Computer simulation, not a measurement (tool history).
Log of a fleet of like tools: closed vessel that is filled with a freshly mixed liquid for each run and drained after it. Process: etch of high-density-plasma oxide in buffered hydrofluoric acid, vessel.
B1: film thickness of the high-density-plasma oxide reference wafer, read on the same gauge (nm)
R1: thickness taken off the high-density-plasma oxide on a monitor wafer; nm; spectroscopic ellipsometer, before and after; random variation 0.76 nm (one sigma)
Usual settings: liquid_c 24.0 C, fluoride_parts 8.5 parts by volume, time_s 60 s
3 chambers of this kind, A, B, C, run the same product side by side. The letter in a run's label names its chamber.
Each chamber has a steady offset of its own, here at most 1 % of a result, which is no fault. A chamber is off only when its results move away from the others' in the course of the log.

Run 1A, hour 7.2: usual settings; B1 120.03. Result: R1 85.971 nm.
Run 2C, hour 14.2: usual settings; B1 119.99. Result: R1 84.690 nm.
Run 3B, hour 20.8: usual settings; B1 119.98. Result: R1 84.885 nm.
Run 4C, hour 28.5: usual settings; B1 119.98. Result: R1 84.897 nm.
Run 5B, hour 37.9: usual settings; B1 119.99. Result: R1 84.625 nm.
Run 6A, hour 47.5: usual settings; B1 120.00. Result: R1 85.994 nm.
Run 7A, hour 58.0: usual settings; B1 120.05. Result: R1 87.039 nm.
Run 8C, hour 69.4: usual settings; B1 119.99. Result: R1 83.857 nm.
Run 9B, hour 81.3: usual settings; B1 120.00. Result: R1 84.061 nm.
Run 10A, hour 90.1: usual settings; B1 120.01. Result: R1 85.619 nm.
Run 11B, hour 98.5: usual settings but time_s 75 s; B1 120.03. Result: R1 106.080 nm.
Run 12C, hour 105.4: usual settings but time_s 75 s; B1 120.01. Result: R1 105.790 nm.
Run 13C, hour 113.4: usual settings but time_s 75 s; B1 120.00. Result: R1 103.330 nm.
Run 14A, hour 120.0: usual settings; B1 120.05. Result: R1 85.743 nm.
Run 15B, hour 126.6: usual settings; B1 119.98. Result: R1 84.319 nm.
Run 16C, hour 132.7: usual settings but liquid_c 25.5 C; B1 119.98. Result: R1 89.200 nm.
Run 17A, hour 139.8: usual settings but liquid_c 25.5 C; B1 119.94. Result: R1 93.697 nm.
Run 18B, hour 150.7: usual settings but liquid_c 25.5 C; B1 119.98. Result: R1 91.263 nm.
Run 19B, hour 161.7: usual settings; B1 119.97. Result: R1 84.022 nm.
Run 20C, hour 171.5: usual settings; B1 120.01. Result: R1 78.927 nm.
Run 21A, hour 183.6: usual settings; B1 120.04. Result: R1 84.855 nm.
Run 22B, hour 196.3: usual settings but liquid_c 28.0 C, fluoride_parts 6.0 parts by volume; B1 119.99. Result: R1 147.530 nm.
Run 23A, hour 202.4: usual settings but liquid_c 28.0 C, fluoride_parts 6.0 parts by volume; B1 119.96. Result: R1 151.210 nm.
Run 24C, hour 211.3: usual settings but liquid_c 28.0 C, fluoride_parts 6.0 parts by volume; B1 120.04. Result: R1 139.440 nm.
Run 25B, hour 219.2: usual settings; B1 120.01. Result: R1 84.845 nm.
Run 26C, hour 226.8: usual settings; B1 120.01. Result: R1 77.796 nm.
Run 27A, hour 236.9: usual settings; B1 119.99. Result: R1 84.178 nm.
Run 28B, hour 246.1: usual settings; B1 119.97. Result: R1 84.500 nm.
At hour 252.8: chamber C: thermometer replaced.
Run 29A, hour 258.8: usual settings but liquid_c 21.5 C, time_s 40 s; B1 120.04. Result: R1 48.970 nm.
Run 30C, hour 270.2: usual settings but liquid_c 21.5 C, time_s 40 s; B1 120.01. Result: R1 44.853 nm.

All 3 chambers run these settings next. Forecast each chamber's results:
Run 31A, hour 279.5: usual settings. Result: R1 ?.
Run 31B, hour 279.5: usual settings. Result: R1 ?.
Run 31C, hour 279.5: usual settings. Result: R1 ?.

run      R1
31A  84.130
31B  84.484
31C  76.488
